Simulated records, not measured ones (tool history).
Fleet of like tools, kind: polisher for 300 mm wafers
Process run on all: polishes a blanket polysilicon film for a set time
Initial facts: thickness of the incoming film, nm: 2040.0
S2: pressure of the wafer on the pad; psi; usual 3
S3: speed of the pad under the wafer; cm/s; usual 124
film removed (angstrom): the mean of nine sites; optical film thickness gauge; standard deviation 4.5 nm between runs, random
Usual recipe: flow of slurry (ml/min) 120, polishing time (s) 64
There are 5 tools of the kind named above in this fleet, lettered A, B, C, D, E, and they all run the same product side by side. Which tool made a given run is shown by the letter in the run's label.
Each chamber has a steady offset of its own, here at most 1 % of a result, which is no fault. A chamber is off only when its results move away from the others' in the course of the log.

-- hour=10.8 chamber A: worn pad replaced by a new one
-- hour=10.8 chamber C: worn pad replaced by a new one
run 1A hour=11.8 | flow_of_slurry_(ml/min)=120 S2=3 S3=124 polishing_time_(s)=64 | film_removed_(angstrom)=6883.4
run 2C hour=20.8 | flow_of_slurry_(ml/min)=120 S2=3 S3=124 polishing_time_(s)=64 | film_removed_(angstrom)=6965
run 3D hour=35.3 | flow_of_slurry_(ml/min)=120 S2=3 S3=124 polishing_time_(s)=64 | film_removed_(angstrom)=6936.3
run 4E hour=44.5 | flow_of_slurry_(ml/min)=120 S2=3 S3=124 polishing_time_(s)=64 | film_removed_(angstrom)=6951.9
run 5B hour=52.4 | flow_of_slurry_(ml/min)=120 S2=3 S3=124 polishing_time_(s)=64 | film_removed_(angstrom)=6926.3
-- hour=55.8 chamber B: worn pad replaced by a new one
run 6A hour=65.2 | flow_of_slurry_(ml/min)=120 S2=3 S3=124 polishing_time_(s)=64 | film_removed_(angstrom)=6823.5
run 7B hour=72.9 | flow_of_slurry_(ml/min)=120 S2=3 S3=124 polishing_time_(s)=64 | film_removed_(angstrom)=6838.5
run 8D hour=79.8 | flow_of_slurry_(ml/min)=120 S2=3 S3=124 polishing_time_(s)=64 | film_removed_(angstrom)=6954.2
run 9E hour=92.4 | flow_of_slurry_(ml/min)=120 S2=3 S3=124 polishing_time_(s)=64 | film_removed_(angstrom)=7005.8
-- hour=102.5 chamber E: worn pad replaced by a new one
run 10C hour=107.6 | flow_of_slurry_(ml/min)=120 S2=3 S3=124 polishing_time_(s)=64 | film_removed_(angstrom)=6877.7
run 11C hour=119.8 | flow_of_slurry_(ml/min)=120 S2=3 S3=124 polishing_time_(s)=64 | film_removed_(angstrom)=6876.7
-- hour=127 chamber A: worn pad replaced by a new one
run 12B hour=130.2 | flow_of_slurry_(ml/min)=120 S2=3 S3=124 polishing_time_(s)=64 | film_removed_(angstrom)=6971.9
run 13E hour=143.6 | flow_of_slurry_(ml/min)=120 S2=3 S3=124 polishing_time_(s)=64 | film_removed_(angstrom)=7044.7
-- hour=149.3 chamber D: worn pad replaced by a new one
run 14D hour=154.4 | flow_of_slurry_(ml/min)=80 S2=2.1 S3=124 polishing_time_(s)=64 | film_removed_(angstrom)=4367.5
run 15A hour=164.9 | flow_of_slurry_(ml/min)=80 S2=2.1 S3=124 polishing_time_(s)=64 | film_removed_(angstrom)=4329.2
run 16B hour=173.1 | flow_of_slurry_(ml/min)=80 S2=2.1 S3=124 polishing_time_(s)=64 | film_removed_(angstrom)=4364
run 17D hour=186.3 | flow_of_slurry_(ml/min)=80 S2=2.1 S3=124 polishing_time_(s)=64 | film_removed_(angstrom)=4359.6
-- hour=188.3 chamber C: worn pad replaced by a new one
run 18E hour=197.1 | flow_of_slurry_(ml/min)=80 S2=2.1 S3=124 polishing_time_(s)=64 | film_removed_(angstrom)=4420.7
run 19C hour=211.2 | flow_of_slurry_(ml/min)=120 S2=3 S3=124 polishing_time_(s)=64 | film_removed_(angstrom)=6761.7
run 20A hour=222.5 | flow_of_slurry_(ml/min)=110 S2=2.4 S3=124 polishing_time_(s)=64 | film_removed_(angstrom)=5418.3
run 21D hour=229.5 | flow_of_slurry_(ml/min)=110 S2=2.4 S3=124 polishing_time_(s)=64 | film_removed_(angstrom)=5428.3
run 22C hour=241.5 | flow_of_slurry_(ml/min)=110 S2=2.4 S3=124 polishing_time_(s)=64 | film_removed_(angstrom)=5270.9
run 23A hour=249.6 | flow_of_slurry_(ml/min)=110 S2=2.4 S3=124 polishing_time_(s)=64 | film_removed_(angstrom)=5394.2
run 24E hour=261.3 | flow_of_slurry_(ml/min)=110 S2=2.4 S3=124 polishing_time_(s)=64 | film_removed_(angstrom)=5469.7
-- hour=262.8 chamber A: worn pad replaced by a new one
run 25B hour=270.5 | flow_of_slurry_(ml/min)=120 S2=3 S3=124 polishing_time_(s)=64 | film_removed_(angstrom)=6970
-- hour=277.1 chamber E: worn pad replaced by a new one
run 26C hour=278.1 | flow_of_slurry_(ml/min)=120 S2=3 S3=124 polishing_time_(s)=64 | film_removed_(angstrom)=6820.7
run 27D hour=287.5 | flow_of_slurry_(ml/min)=120 S2=3 S3=124 polishing_time_(s)=64 | film_removed_(angstrom)=6891.2
-- hour=296.5 chamber E: slurry nozzle cleaned
-- hour=296.6 chamber B: worn pad replaced by a new one
run 28A hour=298.3 | flow_of_slurry_(ml/min)=120 S2=3 S3=124 polishing_time_(s)=64 | film_removed_(angstrom)=6849
run 29E hour=311.9 | flow_of_slurry_(ml/min)=120 S2=3 S3=124 polishing_time_(s)=64 | film_removed_(angstrom)=6932.3
-- hour=313.5 chamber D: slurry nozzle cleaned
run 30B hour=325.2 | flow_of_slurry_(ml/min)=120 S2=3 S3=124 polishing_time_(s)=64 | film_removed_(angstrom)=6962.7
-- hour=328.1 chamber B: slurry nozzle cleaned
-- hour=334.1 chamber C: worn pad replaced by a new one
run 31D hour=339.5 | flow_of_slurry_(ml/min)=120 S2=3 S3=124 polishing_time_(s)=64 | film_removed_(angstrom)=7027.6
run 32C hour=347.7 | flow_of_slurry_(ml/min)=120 S2=2.5 S3=124 polishing_time_(s)=54 | film_removed_(angstrom)=4676.3
run 33A hour=361.1 | flow_of_slurry_(ml/min)=120 S2=2.5 S3=124 polishing_time_(s)=54 | film_removed_(angstrom)=4832
-- hour=371.1 chamber D: worn pad replaced by a new one
run 34B hour=371.1 | flow_of_slurry_(ml/min)=120 S2=2.5 S3=124 polishing_time_(s)=54 | film_removed_(angstrom)=4901.2
run 35E hour=385.9 | flow_of_slurry_(ml/min)=120 S2=2.5 S3=124 polishing_time_(s)=54 | film_removed_(angstrom)=4842.8
-- hour=388.4 chamber E: head pressure recalibrated
run 36D hour=396.4 | flow_of_slurry_(ml/min)=120 S2=2.5 S3=124 polishing_time_(s)=54 | film_removed_(angstrom)=4901.8
-- hour=399.2 chamber A: worn pad replaced by a new one
run 37B hour=406.3 | flow_of_slurry_(ml/min)=120 S2=3 S3=124 polishing_time_(s)=64 | film_removed_(angstrom)=6917.5
run 38A hour=416 | flow_of_slurry_(ml/min)=120 S2=3 S3=124 polishing_time_(s)=64 | film_removed_(angstrom)=6868.4
run 39C hour=422.9 | flow_of_slurry_(ml/min)=120 S2=3 S3=124 polishing_time_(s)=64 | film_removed_(angstrom)=6552
run 40E hour=430.8 | flow_of_slurry_(ml/min)=120 S2=3 S3=124 polishing_time_(s)=64 | film_removed_(angstrom)=6945.9
run 41E hour=439 | flow_of_slurry_(ml/min)=120 S2=3 S3=124 polishing_time_(s)=64 | film_removed_(angstrom)=6909.9
run 42C hour=449.1 | flow_of_slurry_(ml/min)=120 S2=3 S3=124 polishing_time_(s)=64 | film_removed_(angstrom)=6545.5

Is one chamber off against the others, does the gauge drift, or is nothing wrong? If a chamber is off, say which, and what the likeliest cause is.

Little by little, chamber C moves away from the other chambers.
Cause: head's pressure below its setpoint, % = 5.31.
With only this log, it may be confused with: slurry flow missing at the pad, %.

Here are 4 candidates for chamber C's next run, each the usual settings with a change, their results left as question marks. Which one brings its results back in line with what the others give on the usual settings?
In line here means within this much of the mean the other chambers give on the usual settings: film removed (angstrom) 160
run 43C-1 hour=460.3 | flow_of_slurry_(ml/min)=120 S2=3 S3=124 polishing_time_(s)=67 | film_removed_(angstrom)=?
run 43C-2 hour=460.3 | flow_of_slurry_(ml/min)=120 S2=3 S3=124 polishing_time_(s)=65 | film_removed_(angstrom)=?
run 43C-3 hour=460.3 | flow_of_slurry_(ml/min)=120 S2=3 S3=118 polishing_time_(s)=64 | film_removed_(angstrom)=?
run 43C-4 hour=460.3 | flow_of_slurry_(ml/min)=120 S2=3 S3=122 polishing_time_(s)=64 | film_removed_(angstrom)=?

Other chambers, usual settings, mean: film removed (angstrom) 6910.8
run=43C-1 film_removed_(angstrom)=6867.7
run=43C-2 film_removed_(angstrom)=6662.7
run=43C-3 film_removed_(angstrom)=6241.6
run=43C-4 film_removed_(angstrom)=6454
The right change is 43C-1: it brings the chamber back within the allowed miss of the others.
